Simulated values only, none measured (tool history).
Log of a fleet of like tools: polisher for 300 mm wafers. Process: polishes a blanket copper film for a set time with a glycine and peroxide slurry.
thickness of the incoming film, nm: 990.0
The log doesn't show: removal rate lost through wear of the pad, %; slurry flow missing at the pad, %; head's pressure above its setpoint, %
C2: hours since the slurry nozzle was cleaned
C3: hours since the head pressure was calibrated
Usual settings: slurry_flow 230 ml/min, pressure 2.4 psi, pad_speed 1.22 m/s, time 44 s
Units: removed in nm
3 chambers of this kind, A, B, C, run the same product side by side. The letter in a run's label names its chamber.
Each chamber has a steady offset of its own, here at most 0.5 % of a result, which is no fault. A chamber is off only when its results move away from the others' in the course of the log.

Run 1A, hour 5.4: usual settings; wafers polished on this pad 382; C2 455.7; C3 1547.3. Result: removed 220.11 nm.
Run 2B, hour 11.6: usual settings; wafers polished on this pad 901; C2 704.1; C3 46.8. Result: removed 212.78 nm.
At hour 15.6: chamber A: worn pad replaced by a new one.
Run 3C, hour 20.5: usual settings; wafers polished on this pad 814; C2 436.5; C3 899.8. Result: removed 216.49 nm.
At hour 21.4: chamber B: slurry nozzle cleaned.
At hour 22.3: chamber A: head pressure recalibrated.
Run 4B, hour 27.4: usual settings; wafers polished on this pad 1152; C2 6; C3 62.6. Result: removed 221.27 nm.
Run 5A, hour 37.5: usual settings; wafers polished on this pad 349; C2 487.8; C3 15.3. Result: removed 216.69 nm.
Run 6C, hour 42.4: usual settings; wafers polished on this pad 1163; C2 458.4; C3 921.7. Result: removed 214.64 nm.
At hour 45.1: chamber C: worn pad replaced by a new one.
Run 7B, hour 48.5: usual settings; wafers polished on this pad 1488; C2 27.1; C3 83.7. Result: removed 211.75 nm.
At hour 50: chamber A: worn pad replaced by a new one.
Run 8C, hour 54.3: usual settings; wafers polished on this pad 148; C2 470.3; C3 933.6. Result: removed 219.93 nm.
Run 9A, hour 60.3: usual settings; wafers polished on this pad 164; C2 510.6; C3 38.1. Result: removed 217.92 nm.
Run 10A, hour 70: usual settings but pad_speed 0.82 m/s; wafers polished on this pad 319; C2 520.3; C3 47.8. Result: removed 158.11 nm.
Run 11C, hour 75.6: usual settings but pad_speed 0.82 m/s; wafers polished on this pad 487; C2 491.6; C3 954.9. Result: removed 158.48 nm.
Run 12B, hour 86.2: usual settings but pad_speed 0.82 m/s; wafers polished on this pad 2089; C2 64.8; C3 121.4. Result: removed 152.94 nm.
At hour 88.1: chamber A: worn pad replaced by a new one.
Run 13C, hour 97.2: usual settings; wafers polished on this pad 831; C2 513.2; C3 976.5. Result: removed 216.93 nm.
Run 14B, hour 102.3: usual settings but pad_speed 0.96 m/s; wafers polished on this pad 2346; C2 80.9; C3 137.5. Result: removed 175.32 nm.
Run 15A, hour 108.9: usual settings but pad_speed 0.96 m/s; wafers polished on this pad 331; C2 559.2; C3 86.7. Result: removed 178.26 nm.
Run 16C, hour 114.3: usual settings but pad_speed 0.96 m/s; wafers polished on this pad 1104; C2 530.3; C3 993.6. Result: removed 175.04 nm.
At hour 115.5: chamber C: worn pad replaced by a new one.
Run 17B, hour 121.1: usual settings; wafers polished on this pad 2645; C2 99.7; C3 156.3. Result: removed 198.03 nm.
At hour 131.5: chamber C: head pressure recalibrated.
At hour 131.7: chamber A: worn pad replaced by a new one.
Run 18A, hour 131.9: usual settings; wafers polished on this pad 4; C2 582.2; C3 109.7. Result: removed 213.08 nm.
Run 19A, hour 141.6: usual settings; wafers polished on this pad 159; C2 591.9; C3 119.4. Result: removed 211.75 nm.
Run 20B, hour 148: usual settings; wafers polished on this pad 3074; C2 126.6; C3 183.2. Result: removed 197.99 nm.
Run 21C, hour 155.7: usual settings; wafers polished on this pad 640; C2 571.7; C3 24.3. Result: removed 221.46 nm.

Next, every chamber runs the same settings. What will each give?
Run 22A, hour 163.7: usual settings but slurry_flow 165 ml/min. Result: removed ?.
Run 22B, hour 163.7: usual settings but slurry_flow 165 ml/min. Result: removed ?.
Run 22C, hour 163.7: usual settings but slurry_flow 165 ml/min. Result: removed ?.

run  removed
22A   207.04
22B   186.77
22C    212.5
